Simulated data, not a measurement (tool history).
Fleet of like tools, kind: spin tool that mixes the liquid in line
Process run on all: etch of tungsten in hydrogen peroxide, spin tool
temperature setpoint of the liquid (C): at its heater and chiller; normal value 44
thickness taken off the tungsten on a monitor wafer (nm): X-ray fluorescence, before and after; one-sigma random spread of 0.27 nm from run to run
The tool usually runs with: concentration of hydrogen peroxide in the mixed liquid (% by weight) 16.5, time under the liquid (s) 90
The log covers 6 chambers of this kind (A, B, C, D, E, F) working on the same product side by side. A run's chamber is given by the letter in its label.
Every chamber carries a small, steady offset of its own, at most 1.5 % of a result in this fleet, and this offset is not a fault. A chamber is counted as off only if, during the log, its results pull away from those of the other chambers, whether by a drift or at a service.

run,day,temperature setpoint of the liquid (C),concentration of hydrogen peroxide in the mixed liquid (% by weight),time under the liquid (s),hours since the thermometer was replaced,hours since the peroxide flow meter was replaced,hours since the heated supply line was repaired,hours since the drum of peroxide was connected,"read-back film thickness of the tungsten reference wafer, read on the same gauge (nm)",thickness taken off the tungsten on a monitor wafer (nm)
1F,0.246,44,16.5,90,770.1,973.6,1370.5,417.1,110.02,48.037
2B,0.4,44,16.5,90,17.1,339.3,646,34.7,110.01,46.883
3A,0.567,44,16.5,90,777.5,846.6,932.8,491.1,110.02,48.239
4C,0.733,44,16.5,90,594.3,276.7,111.7,127.3,110,47.484
5D,0.962,44,16.5,90,189.1,595.4,1249.3,156.9,110.01,47.231
6E,1.15,44,16.5,90,495.7,367.9,3506.1,1186,109.99,47.304
7C,1.275,44,16.5,90,607.3,289.7,124.7,140.3,110.02,46.989
8D,1.412,44,16.5,90,199.9,606.2,1260.1,167.7,109.97,47.275
9E,1.571,44,16.5,90,505.8,378,3516.2,1196.1,110.01,47.578
10F,1.721,44,16.5,90,805.5,1009,1405.9,452.5,109.95,47.638
11B,1.875,44,16.5,90,52.5,374.7,681.4,70.1,110.03,47.092
12A,2.058,44,16.5,90,813.3,882.4,968.6,526.9,109.99,47.893
13B,2.175,44,16.5,90,59.7,381.9,688.6,77.3,110,46.167
14A,2.375,44,16.5,90,820.9,890,976.2,534.5,109.96,47.499
15F,2.604,44,16.5,90,826.7,1030.2,1427.1,473.7,110,47.849
# day 2.808: chamber A: thermometer replaced
16E,2.812,37.5,16.5,90,535.6,407.8,3546,1225.9,110,31.219
17C,2.925,37.5,16.5,90,646.9,329.3,164.3,179.9,110.01,30.738
18D,3.088,37.5,16.5,90,240.1,646.4,1300.3,207.9,109.98,30.494
# day 3.112: chamber E: heated supply line repaired
19D,3.204,37.5,16.5,90,242.9,649.2,1303.1,210.7,109.98,31.185
20E,3.425,37.5,16.5,90,550.3,422.5,7.6,1240.6,110,31.327
21F,3.679,37.5,16.5,90,852.5,1056,1452.9,499.5,110.01,31.231
22C,3.871,44,16.5,90,669.6,352,187,202.6,109.99,47.046
23A,3.988,44,16.5,90,28.4,928.7,1014.9,573.2,110.01,47.785
24B,4.15,44,16.5,90,107.1,429.3,736,124.7,109.99,47.015
25C,4.317,44,16.5,90,680.3,362.7,197.7,213.3,109.99,46.798
26E,4.483,44,16.5,90,575.7,447.9,33,1266,109.98,47.223
27D,4.717,44,16.5,90,279.2,685.5,1339.4,247,109.97,46.927
28B,4.896,44,16.5,90,125,447.2,753.9,142.6,109.97,46.866
# day 5.012: chamber E: new drum of peroxide connected
29A,5.079,44,16.5,90,54.6,954.9,1041.1,599.4,109.97,47.596
30F,5.262,44,16.5,90,890.5,1094,1490.9,537.5,109.99,48.192
31D,5.517,44,16.5,90,298.4,704.7,1358.6,266.2,109.99,46.218
32F,5.679,44,16.5,90,900.5,1104,1500.9,547.5,109.99,48.336
33B,5.821,44,16.5,90,147.2,469.4,776.1,164.8,109.95,47.132
34A,5.929,44,16.5,90,75,975.3,1061.5,619.8,109.98,48.184
# day 6.029: chamber C: peroxide flow meter replaced
35E,6.188,44,18.5,90,616.6,488.8,73.9,28.3,109.98,50.754
36C,6.35,44,18.5,90,729.1,7.8,246.5,262.1,110,49.968
# day 6.55: chamber E: peroxide flow meter replaced
37F,6.604,44,18.5,90,922.7,1126.2,1523.1,569.7,110.05,50.936
38A,6.775,44,18.5,90,95.3,995.6,1081.8,640.1,109.99,50.743
39C,7.004,44,18.5,90,744.8,23.5,262.2,277.8,110.02,50.32
40E,7.217,44,18.5,90,641.3,16,98.6,53,110.01,50.207
41D,7.433,44,16.5,90,344.4,750.7,1404.6,312.2,109.99,46.159
42B,7.683,44,16.5,90,191.9,514.1,820.8,209.5,109.98,47.058

Read the log: is a single chamber off, either drifting away or since a service, is the gauge that measures every chamber drifting, or is nothing wrong beyond small per-chamber offsets? Name any odd chamber and what most likely caused it.

One chamber, D, drifts off from the rest bit by bit.
What lies behind it: temperature lost on the way to the wafer (K) = 0.513.
With only this log, it may be confused with: liquid colder than its thermometer reads (K); peroxide flow below the setpoint (%); peroxide weaker than its label (%).

Which of the 4 candidates below, each the usual settings with something changed and its results left as question marks, puts chamber D back in line with what the other chambers give on the usual settings?
Allowed miss from the other chambers' usual-settings mean, per result, to count as in line: thickness taken off the tungsten on a monitor wafer (nm) 0.96
43D-1,7.867,44,16.5,85,,,,,,?
43D-2,7.867,44.5,16.5,90,,,,,,?
43D-3,7.867,45,16.5,90,,,,,,?
43D-4,7.867,43.5,16.5,90,,,,,,?

The other chambers' mean on the usual settings: thickness taken off the tungsten on a monitor wafer (nm) 47.494
run,thickness taken off the tungsten on a monitor wafer (nm)
43D-1,43.809
43D-2,47.884
43D-3,49.456
43D-4,44.902
43D-2 puts the chamber back in line with the other chambers.
